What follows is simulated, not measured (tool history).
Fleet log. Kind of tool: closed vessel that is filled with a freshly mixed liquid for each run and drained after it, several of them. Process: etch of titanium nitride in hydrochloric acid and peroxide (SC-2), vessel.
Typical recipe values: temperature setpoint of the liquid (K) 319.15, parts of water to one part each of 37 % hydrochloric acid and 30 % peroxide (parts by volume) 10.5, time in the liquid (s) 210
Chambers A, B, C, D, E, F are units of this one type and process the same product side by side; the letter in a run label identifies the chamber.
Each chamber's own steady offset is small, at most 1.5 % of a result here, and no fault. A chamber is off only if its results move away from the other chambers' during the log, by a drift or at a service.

run,day,temperature setpoint of the liquid (K),parts of water to one part each of 37 % hydrochloric acid and 30 % peroxide (parts by volume),time in the liquid (s),hours since the thermometer was replaced,hours since the chemicals flow meter was replaced,hours since the drum of peroxide was connected,"read-back film thickness of the titanium nitride reference wafer, read on the same gauge (nm)",thickness taken off the titanium nitride on a monitor wafer (angstrom)
1D,0.158,319.15,10.5,210,2431.5,553.6,390.7,149.99,51.656
2A,0.454,319.15,10.5,210,681.3,251.2,999.3,149.99,51.972
3F,0.621,319.15,10.5,210,918.2,1551.2,548.4,149.99,51.951
4E,0.825,319.15,10.5,210,222.8,323.4,305.7,149.97,52.593
5B,1.092,319.15,10.5,210,552.5,770.7,683.8,150.00,53.521
6C,1.275,319.15,10.5,210,540.4,234.7,246.1,150.00,52.996
7B,1.625,319.15,10.5,210,565.3,783.5,696.6,150.00,53.202
8E,1.879,319.15,10.5,210,248.1,348.7,331.0,150.00,52.406
9D,2.125,319.15,10.5,210,2478.7,600.8,437.9,150.01,51.245
10C,2.342,319.15,10.5,210,566.0,260.3,271.7,150.01,51.881
11F,2.654,319.15,12.5,325,967.0,1600.0,597.2,150.02,69.690
12A,2.917,319.15,12.5,325,740.4,310.3,1058.4,150.01,70.160
13B,3.179,319.15,12.5,325,602.6,820.8,733.9,149.98,69.834
14C,3.362,319.15,12.5,325,590.5,284.8,296.2,149.99,69.332
15D,3.583,319.15,12.5,325,2513.7,635.8,472.9,150.00,69.405
16E,3.742,319.15,12.5,325,292.8,393.4,375.7,149.99,69.884
17A,4.104,314.15,10.5,210,768.9,338.8,1086.9,150.00,37.597
18F,4.300,314.15,10.5,210,1006.5,1639.5,636.7,149.99,36.999
19E,4.642,314.15,10.5,210,314.4,415.0,397.3,150.00,37.024
20F,4.962,314.15,10.5,210,1022.4,1655.4,652.6,150.01,36.502
21C,5.212,314.15,10.5,210,634.9,329.2,340.6,150.01,36.638
# day 5.275: chamber B: new drum of peroxide connected
22D,5.383,314.15,10.5,210,2556.9,679.0,516.1,149.99,36.447
23A,5.546,319.15,10.5,210,803.5,373.4,1121.5,149.99,53.475
24B,5.871,319.15,10.5,210,667.2,885.4,14.4,150.00,53.090
25A,6.158,319.15,5.5,120,818.2,388.1,1136.2,150.00,50.103
26F,6.417,319.15,5.5,120,1057.3,1690.3,687.5,150.01,50.857
27E,6.646,319.15,5.5,120,362.5,463.1,445.4,150.00,49.457
28D,6.962,319.15,5.5,120,2594.8,716.9,554.0,150.00,48.365
29B,7.121,319.15,5.5,120,697.2,915.4,44.4,149.99,50.700
30C,7.342,319.15,5.5,120,686.0,380.3,391.7,150.00,49.903
31A,7.638,319.15,10.5,210,853.7,423.6,1171.7,150.00,52.770
32B,7.883,319.15,10.5,210,715.5,933.7,62.7,150.00,53.762
33F,8.204,319.15,10.5,210,1100.2,1733.2,730.4,149.99,52.152
34D,8.367,319.15,10.5,210,2628.5,750.6,587.7,149.99,49.873
35C,8.579,319.15,10.5,210,715.7,410.0,421.4,149.99,52.663
36E,8.883,319.15,10.5,210,416.2,516.8,499.1,149.99,51.823
37B,9.125,319.15,10.5,210,745.3,963.5,92.5,150.00,53.026
38C,9.454,319.15,10.5,210,736.7,431.0,442.4,150.00,52.158
39E,9.646,319.15,10.5,210,434.5,535.1,517.4,149.99,51.678
40D,9.850,319.15,10.5,210,2664.1,786.2,623.3,150.01,49.793

Is one chamber out of step, is the gauge drifting, or do the chambers differ by no more than their own small offsets? For an off chamber, give its letter and the likeliest cause.

One chamber, D, drifts off from the rest bit by bit.
What lies behind it: peroxide weaker than its label (%) = 5.04.
The log may not tell that from: liquid colder than its thermometer reads (K); chemicals flow below the setpoint (%).

Which of the 4 candidates below, each the usual settings with something changed and its results left as question marks, puts chamber D back in line with what the other chambers give on the usual settings?
A result is in line if it is within this distance of the other chambers' mean on the usual settings: thickness taken off the titanium nitride on a monitor wafer (angstrom) 1.500
41D-1,10.112,319.15,12.5,210,,,,,?
41D-2,10.112,319.15,10.5,240,,,,,?
41D-3,10.112,318.65,10.5,205,,,,,?
41D-4,10.112,319.65,10.5,215,,,,,?

The other chambers' mean on the usual settings: thickness taken off the titanium nitride on a monitor wafer (angstrom) 52.601
run,thickness taken off the titanium nitride on a monitor wafer (angstrom)
41D-1,42.323
41D-2,56.194
41D-3,46.415
41D-4,52.052
With 41D-4, the chamber falls back in line with the rest.
